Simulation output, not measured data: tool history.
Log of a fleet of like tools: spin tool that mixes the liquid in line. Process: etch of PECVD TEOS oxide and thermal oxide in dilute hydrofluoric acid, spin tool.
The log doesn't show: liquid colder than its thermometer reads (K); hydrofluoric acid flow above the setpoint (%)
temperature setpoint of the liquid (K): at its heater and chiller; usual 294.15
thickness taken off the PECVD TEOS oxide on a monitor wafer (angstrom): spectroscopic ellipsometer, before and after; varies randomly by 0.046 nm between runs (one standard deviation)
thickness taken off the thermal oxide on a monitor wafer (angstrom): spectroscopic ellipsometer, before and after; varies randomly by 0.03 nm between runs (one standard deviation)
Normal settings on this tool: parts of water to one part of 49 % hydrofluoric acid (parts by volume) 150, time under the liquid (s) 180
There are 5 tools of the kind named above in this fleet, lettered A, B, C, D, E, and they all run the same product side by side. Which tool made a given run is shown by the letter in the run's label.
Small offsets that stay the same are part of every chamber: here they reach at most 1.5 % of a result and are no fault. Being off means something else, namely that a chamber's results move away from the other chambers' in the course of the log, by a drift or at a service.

run   hour  temperature setpoint of the liquid (K)  parts of water to one part of 49 % hydrofluoric acid (parts by volume)  time under the liquid (s)  hours since the thermometer was replaced  hours since the hydrofluoric acid flow meter was replaced  read-back film thickness of the PECVD TEOS oxide reference wafer, read on the same gauge (nm)  read-back film thickness of the thermal oxide reference wafer, read on the same gauge (nm)  thickness taken off the PECVD TEOS oxide on a monitor wafer (angstrom)  thickness taken off the thermal oxide on a monitor wafer (angstrom)
 1A   11.1                                  294.15                                                                     150                        180                                    1189.8                                                      802.4                                                                                         119.99                                                                                      29.995                                                                 119.950                                                               47.602
      15.8  -- chamber C: thermometer replaced
 2C   21.3                                  294.15                                                                     150                        180                                       5.5                                                      214.7                                                                                         120.00                                                                                      29.993                                                                 119.530                                                               48.718
 3B   29.6                                  294.15                                                                     150                        180                                     127.8                                                      400.9                                                                                         120.00                                                                                      30.006                                                                 119.020                                                               47.771
 4E   41.9                                  294.15                                                                     150                        180                                     241.1                                                       42.8                                                                                         120.01                                                                                      30.013                                                                 119.970                                                               47.518
 5D   51.8                                  294.15                                                                     150                        180                                    1333.6                                                      211.2                                                                                         120.03                                                                                      30.008                                                                 119.030                                                               48.720
 6D   65.3                                  294.15                                                                     150                        180                                    1347.1                                                      224.7                                                                                         120.01                                                                                      29.994                                                                 120.270                                                               48.726
 7B   79.2                                  294.15                                                                     150                        180                                     177.4                                                      450.5                                                                                         120.05                                                                                      29.991                                                                 119.400                                                               47.819
      86.7  -- chamber A: hydrofluoric acid flow meter replaced
 8A   89.8                                  294.15                                                                     150                        180                                    1268.5                                                        3.1                                                                                         119.95                                                                                      30.012                                                                 119.950                                                               47.284
 9E  100.8                                  294.15                                                                     150                        180                                     300.0                                                      101.7                                                                                         119.99                                                                                      30.002                                                                 120.130                                                               48.045
10C  111.8                                  294.15                                                                     150                        180                                      96.0                                                      305.2                                                                                         120.04                                                                                      30.004                                                                 119.850                                                               48.107
11D  121.1                                  294.15                                                                     150                        180                                    1402.9                                                      280.5                                                                                         119.93                                                                                      29.994                                                                 119.080                                                               48.866
12E  135.1                                  294.15                                                                     150                        180                                     334.3                                                      136.0                                                                                         119.97                                                                                      29.999                                                                 119.640                                                               47.731
13B  142.1                                  294.15                                                                     150                        180                                     240.3                                                      513.4                                                                                         120.03                                                                                      30.003                                                                 119.450                                                               47.975
14C  152.1                                  294.15                                                                     150                        180                                     136.3                                                      345.5                                                                                         119.99                                                                                      30.020                                                                 120.330                                                               47.914
15A  159.2                                  294.15                                                                     150                        180                                    1337.9                                                       72.5                                                                                         120.01                                                                                      29.986                                                                 119.670                                                               47.455
16C  168.8                                  294.15                                                                     150                        180                                     153.0                                                      362.2                                                                                         119.95                                                                                      30.032                                                                 120.660                                                               48.163
17B  175.7                                  294.15                                                                     150                        180                                     273.9                                                      547.0                                                                                         119.98                                                                                      29.978                                                                 120.460                                                               48.141
18A  185.3                                  294.15                                                                     150                        180                                    1364.0                                                       98.6                                                                                         119.98                                                                                      29.990                                                                 118.640                                                               47.456
19E  198.1                                  294.15                                                                     150                        235                                     397.3                                                      199.0                                                                                         120.04                                                                                      29.990                                                                 157.090                                                               61.743
20D  208.5                                  294.15                                                                     150                        235                                    1490.3                                                      367.9                                                                                         120.05                                                                                      30.006                                                                 155.600                                                               64.220
21D  219.3                                  294.15                                                                     150                        235                                    1501.1                                                      378.7                                                                                         119.98                                                                                      29.993                                                                 155.400                                                               63.769
22A  228.6                                  294.15                                                                     150                        235                                    1407.3                                                      141.9                                                                                         120.01                                                                                      29.971                                                                 155.830                                                               61.780
23C  237.1                                  294.15                                                                     150                        235                                     221.3                                                      430.5                                                                                         120.03                                                                                      29.985                                                                 156.980                                                               62.801
24E  244.4                                  290.15                                                                     180                        180                                     443.6                                                      245.3                                                                                         119.99                                                                                      30.007                                                                  82.417                                                               32.525
25B  252.9                                  290.15                                                                     180                        180                                     351.1                                                      624.2                                                                                         119.96                                                                                      29.994                                                                  83.201                                                               33.180
26C  260.5                                  290.15                                                                     180                        180                                     244.7                                                      453.9                                                                                         120.06                                                                                      29.996                                                                  83.462                                                               33.464
27B  270.3                                  290.15                                                                     180                        180                                     368.5                                                      641.6                                                                                         120.02                                                                                      29.976                                                                  82.637                                                               33.253
28D  280.7                                  290.15                                                                     180                        180                                    1562.5                                                      440.1                                                                                         119.99                                                                                      30.006                                                                  81.875                                                               33.664
29A  291.1                                  294.15                                                                     150                        180                                    1469.8                                                      204.4                                                                                         119.97                                                                                      29.992                                                                 119.240                                                               47.801
30E  300.0                                  291.65                                                                     150                        115                                     499.2                                                      300.9                                                                                         119.97                                                                                      30.016                                                                  69.020                                                               27.325
31D  307.6                                  291.65                                                                     150                        115                                    1589.4                                                      467.0                                                                                         119.99                                                                                      29.986                                                                  68.672                                                               27.929
32C  318.4                                  291.65                                                                     150                        115                                     302.6                                                      511.8                                                                                         120.00                                                                                      30.009                                                                  69.521                                                               28.101
33B  332.5                                  291.65                                                                     150                        115                                     430.7                                                      703.8                                                                                         119.98                                                                                      30.002                                                                  69.171                                                               27.792
34A  344.8                                  291.65                                                                     150                        115                                    1523.5                                                      258.1                                                                                         120.07                                                                                      29.974                                                                  68.863                                                               27.817
35E  358.7                                  294.15                                                                     150                        180                                     557.9                                                      359.6                                                                                         120.00                                                                                      30.016                                                                 118.890                                                               47.416
     366.5  -- chamber E: thermometer replaced
36D  371.8                                  294.15                                                                     150                        180                                    1653.6                                                      531.2                                                                                         120.02                                                                                      29.999                                                                 119.000                                                               48.369
37E  384.8                                  294.15                                                                     150                        180                                      18.3                                                      385.7                                                                                         119.96                                                                                      29.992                                                                 120.220                                                               47.300
38A  397.2                                  294.15                                                                     150                        180                                    1575.9                                                      310.5                                                                                         120.01                                                                                      30.009                                                                 119.550                                                               47.758
39C  404.2                                  294.15                                                                     150                        180                                     388.4                                                      597.6                                                                                         119.99                                                                                      30.007                                                                 120.010                                                               48.520
40B  417.9                                  294.15                                                                     150                        180                                     516.1                                                      789.2                                                                                         120.00                                                                                      30.011                                                                 120.120                                                               47.745

Is one chamber off against the others, does the gauge drift, or is nothing wrong? If a chamber is off, say which, and what the likeliest cause is.

No chamber stands off beyond its own small offset, and the gauge holds steady.

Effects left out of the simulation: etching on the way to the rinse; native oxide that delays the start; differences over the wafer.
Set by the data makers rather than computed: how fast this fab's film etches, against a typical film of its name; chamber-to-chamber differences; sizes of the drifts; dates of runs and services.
